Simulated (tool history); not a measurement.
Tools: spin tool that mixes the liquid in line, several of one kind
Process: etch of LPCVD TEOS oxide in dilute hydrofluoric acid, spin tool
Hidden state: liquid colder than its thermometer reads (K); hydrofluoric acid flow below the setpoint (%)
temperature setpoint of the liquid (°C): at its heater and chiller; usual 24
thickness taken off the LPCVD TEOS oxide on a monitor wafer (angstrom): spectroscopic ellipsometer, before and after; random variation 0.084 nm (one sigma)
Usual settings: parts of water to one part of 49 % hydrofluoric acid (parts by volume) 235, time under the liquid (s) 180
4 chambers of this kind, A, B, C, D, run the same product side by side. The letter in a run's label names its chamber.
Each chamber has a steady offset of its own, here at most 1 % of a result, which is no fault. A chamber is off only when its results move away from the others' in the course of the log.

run   hour  temperature setpoint of the liquid (°C)  parts of water to one part of 49 % hydrofluoric acid (parts by volume)  time under the liquid (s)  hours since the thermometer was replaced  hours since the hydrofluoric acid flow meter was replaced  read-back film thickness of the LPCVD TEOS oxide reference wafer, read on the same gauge (nm)  thickness taken off the LPCVD TEOS oxide on a monitor wafer (angstrom)
 1D    6.4                                       24                                                                     235                        180                                    2346.5                                                      653.4                                                                                         90.005                                                                   113.8
 2A   10.8                                       24                                                                     235                        180                                     626.4                                                     1046.7                                                                                         90.032                                                                  113.37
 3C   14.8                                       24                                                                     235                        180                                     669.3                                                      736.6                                                                                         90.005                                                                  113.48
 4B     20                                       24                                                                     235                        180                                    1051.4                                                     1741.1                                                                                         90.001                                                                  114.27
 5A   25.8                                       24                                                                     235                        180                                     641.4                                                     1061.7                                                                                         89.986                                                                  114.03
 6B   30.7                                       24                                                                     235                        180                                    1062.1                                                     1751.8                                                                                         89.998                                                                  111.78
 7D   36.7                                       24                                                                     235                        180                                    2376.8                                                      683.7                                                                                         90.038                                                                  112.57
      40.8  -- chamber C: hydrofluoric acid flow meter replaced
 8C   40.8                                       24                                                                     235                        180                                     695.3                                                        0.1                                                                                         90.002                                                                  113.97
 9B   44.9                                       24                                                                     235                        180                                    1076.3                                                       1766                                                                                         90.036                                                                  112.84
10C     50                                       24                                                                     235                        180                                     704.5                                                        9.3                                                                                         90.004                                                                  114.67
11A     56                                       24                                                                     235                        180                                     671.6                                                     1091.9                                                                                         89.983                                                                  113.96
12D   59.4                                       24                                                                     235                        180                                    2399.5                                                      706.4                                                                                         90.021                                                                  111.74
13C   63.9                                       24                                                                     235                        180                                     718.4                                                       23.2                                                                                         90.013                                                                  114.69
      65.4  -- chamber D: thermometer replaced
14D   67.4                                       24                                                                     235                        180                                       2.1                                                      714.4                                                                                          89.98                                                                  111.78
15A     73                                       24                                                                     235                        180                                     688.6                                                     1108.9                                                                                         90.002                                                                  112.01
16B   77.8                                       24                                                                     235                        180                                    1109.2                                                     1798.9                                                                                         90.025                                                                   113.5
17D   81.6                                       24                                                                     235                        180                                      16.3                                                      728.6                                                                                          90.02                                                                  112.17
18C   86.8                                       24                                                                     235                        180                                     741.3                                                       46.1                                                                                         89.991                                                                   114.9
19B     90                                       24                                                                     235                        180                                    1121.4                                                     1811.1                                                                                          90.01                                                                  112.98
20A   96.5                                       24                                                                     235                        180                                     712.1                                                     1132.4                                                                                          90.02                                                                  110.72
21A  100.4                                       26                                                                     235                        180                                       716                                                     1136.3                                                                                          89.99                                                                  117.79
22C  104.7                                       26                                                                     235                        180                                     759.2                                                         64                                                                                         90.002                                                                     123
23D  111.5                                       26                                                                     235                        180                                      46.2                                                      758.5                                                                                         89.997                                                                  120.46
24B    117                                       26                                                                     235                        180                                    1148.4                                                     1838.1                                                                                         89.998                                                                  121.19
25D    120                                       24                                                                     235                        180                                      54.7                                                        767                                                                                         90.025                                                                  112.04
26B  124.7                                       24                                                                     235                        180                                    1156.1                                                     1845.8                                                                                         90.034                                                                  113.26
27C  128.3                                       24                                                                     235                        180                                     782.8                                                       87.6                                                                                             90                                                                  114.68
28A  132.6                                     28.5                                                                     235                        145                                     748.2                                                     1168.5                                                                                         89.996                                                                  100.74
29C  138.4                                     28.5                                                                     235                        145                                     792.9                                                       97.7                                                                                         89.985                                                                  107.17
30A  144.3                                     28.5                                                                     235                        145                                     759.9                                                     1180.2                                                                                         89.973                                                                  100.28
31B  147.7                                     28.5                                                                     235                        145                                    1179.1                                                     1868.8                                                                                          89.99                                                                  108.44
32D  153.3                                       24                                                                     235                        180                                        88                                                      800.3                                                                                         89.999                                                                  112.42
33D  157.6                                       24                                                                     235                        180                                      92.3                                                      804.6                                                                                         90.013                                                                  112.34
34B  164.4                                       24                                                                     235                        180                                    1195.8                                                     1885.5                                                                                          89.97                                                                  114.02
35C  169.7                                       20                                                                     200                        180                                     824.2                                                        129                                                                                         89.999                                                                   119.2
36A  175.6                                       20                                                                     200                        180                                     791.2                                                     1211.5                                                                                         90.002                                                                  110.52

Next, every chamber runs the same settings. What will each give?
37A  180.6                                       24                                                                     330                        180                                                                                                                                                                                                                                                                           ?
37B  180.6                                       24                                                                     330                        180                                                                                                                                                                                                                                                                           ?
37C  180.6                                       24                                                                     330                        180                                                                                                                                                                                                                                                                           ?
37D  180.6                                       24                                                                     330                        180                                                                                                                                                                                                                                                                           ?

run  thickness taken off the LPCVD TEOS oxide on a monitor wafer (angstrom)
37A                                                                  66.646
37B                                                                  73.373
37C                                                                   73.35
37D                                                                  72.942

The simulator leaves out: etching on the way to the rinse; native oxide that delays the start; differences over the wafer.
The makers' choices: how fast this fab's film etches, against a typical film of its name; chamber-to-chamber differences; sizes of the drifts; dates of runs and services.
